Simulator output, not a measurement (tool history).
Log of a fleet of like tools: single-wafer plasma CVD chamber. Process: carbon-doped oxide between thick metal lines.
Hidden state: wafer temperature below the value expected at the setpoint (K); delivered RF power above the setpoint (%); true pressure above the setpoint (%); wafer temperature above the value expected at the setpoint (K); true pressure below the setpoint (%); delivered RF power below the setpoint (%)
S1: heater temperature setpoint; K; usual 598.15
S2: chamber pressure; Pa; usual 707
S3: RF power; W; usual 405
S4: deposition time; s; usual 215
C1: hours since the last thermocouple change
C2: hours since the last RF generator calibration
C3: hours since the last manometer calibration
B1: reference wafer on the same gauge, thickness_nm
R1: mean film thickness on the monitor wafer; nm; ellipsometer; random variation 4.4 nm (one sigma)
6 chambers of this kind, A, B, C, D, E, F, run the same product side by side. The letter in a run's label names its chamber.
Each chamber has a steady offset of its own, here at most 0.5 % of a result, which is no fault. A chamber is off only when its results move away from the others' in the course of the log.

run	day	S1	S2	S3	S4	C1	C2	C3	B1	R1
1F	0.221	598.15	707	405	215	2216.3	354	2084	1130.3	1017.6
2B	0.425	598.15	707	405	215	790.5	739.1	1021.9	1129.2	1012.6
# day 0.429: chamber F: thermocouple changed; heater temperature recalibrated
3C	0.675	598.15	707	405	215	443.1	1418.4	756.8	1130.6	1014.2
4D	0.9	598.15	707	405	215	954.8	305.6	1350.5	1129.4	1020.7
5A	1.05	598.15	707	405	215	933.6	408.9	1178.9	1129.1	1018.1
6E	1.288	598.15	707	350	215	1689.6	420.5	165.5	1130	919.95
7C	1.458	598.15	707	350	215	461.9	1437.2	775.6	1130.2	903.24
8D	1.717	598.15	707	350	215	974.4	325.2	1370.1	1129.9	907.77
9F	1.917	598.15	707	350	215	35.8	394.7	2124.7	1129.4	911.55
10B	2.092	598.15	707	350	215	830.5	779.1	1061.9	1129.6	915.66
11E	2.354	598.15	707	350	215	1715.2	446.1	191.1	1129.4	918.25
12A	2.508	598.15	828	450	215	968.6	443.9	1213.9	1131.1	1120.4
13E	2.704	598.15	828	450	215	1723.6	454.5	199.5	1129.9	1114.1
14B	2.971	598.15	828	450	215	851.6	800.2	1083	1128.8	1104.4
15C	3.246	598.15	828	450	215	504.8	1480.1	818.5	1130	1112.1
16D	3.438	598.15	828	450	215	1015.7	366.5	1411.4	1129.9	1119.4
17F	3.612	598.15	828	450	215	76.5	435.4	2165.4	1129.9	1120.4
18A	3.788	598.15	707	405	215	999.3	474.6	1244.6	1130.5	1013.9
19C	4.058	598.15	707	470	215	524.3	1499.6	838	1129.7	1121.9
20D	4.233	598.15	707	470	215	1034.8	385.6	1430.5	1130.5	1135.1
21A	4.483	598.15	707	470	215	1016	491.3	1261.3	1129.4	1124.8
22B	4.783	598.15	707	470	215	895.1	843.7	1126.5	1128.3	1122.1
23F	5.067	598.15	707	470	215	111.4	470.3	2200.3	1130.6	1128.4
24E	5.362	598.15	707	470	215	1787.4	518.3	263.3	1131.8	1115.3
25B	5.542	598.15	707	405	215	913.3	861.9	1144.7	1131.5	1019.9
26C	5.717	598.15	707	405	215	564.1	1539.4	877.8	1129.4	1007.1
27A	6.008	598.15	707	405	215	1052.6	527.9	1297.9	1130.6	1023.4
28D	6.171	598.15	707	330	215	1081.3	432.1	1477	1130.9	873.29
29F	6.325	598.15	707	330	215	141.6	500.5	2230.5	1130	870.21
30E	6.617	598.15	707	330	215	1817.5	548.4	293.4	1130.4	861.17
31F	6.758	598.15	707	330	215	152	510.9	2240.9	1129.2	866.89
32B	6.988	598.15	707	330	215	948	896.6	1179.4	1130.2	870.99
33C	7.242	598.15	707	330	215	600.7	1576	914.4	1129.4	865.5
34A	7.479	598.15	707	405	215	1087.9	563.2	1333.2	1130.9	1025.4
35E	7.654	598.15	707	405	215	1842.4	573.3	318.3	1129.1	999.93
36D	7.929	598.15	707	405	215	1123.5	474.3	1519.2	1128.7	1023.7
37F	8.071	598.15	707	405	215	183.5	542.4	2272.4	1129	1021.7
38E	8.325	598.15	707	405	215	1858.5	589.4	334.4	1128.7	989.11
39D	8.592	598.15	707	405	215	1139.4	490.2	1535.1	1130	1015.1
40C	8.754	598.15	707	405	215	637	1612.3	950.7	1130.5	1018.1
41A	8.975	598.15	707	405	215	1123.8	599.1	1369.1	1128.7	1016.7
42B	9.233	598.15	707	405	215	1001.9	950.5	1233.3	1129.8	1013.7
43C	9.488	598.15	707	405	215	654.6	1629.9	968.3	1130.1	1009.8
44B	9.738	598.15	707	405	215	1014	962.6	1245.4	1130	1011.8

Next, every chamber runs the same settings. What will each give?
45A	9.954	598.15	707	450	215					?
45B	9.954	598.15	707	450	215					?
45C	9.954	598.15	707	450	215					?
45D	9.954	598.15	707	450	215					?
45E	9.954	598.15	707	450	215					?
45F	9.954	598.15	707	450	215					?

run	R1
45A	1093.2
45B	1084.7
45C	1096.5
45D	1112.2
45E	1066.3
45F	1106.7

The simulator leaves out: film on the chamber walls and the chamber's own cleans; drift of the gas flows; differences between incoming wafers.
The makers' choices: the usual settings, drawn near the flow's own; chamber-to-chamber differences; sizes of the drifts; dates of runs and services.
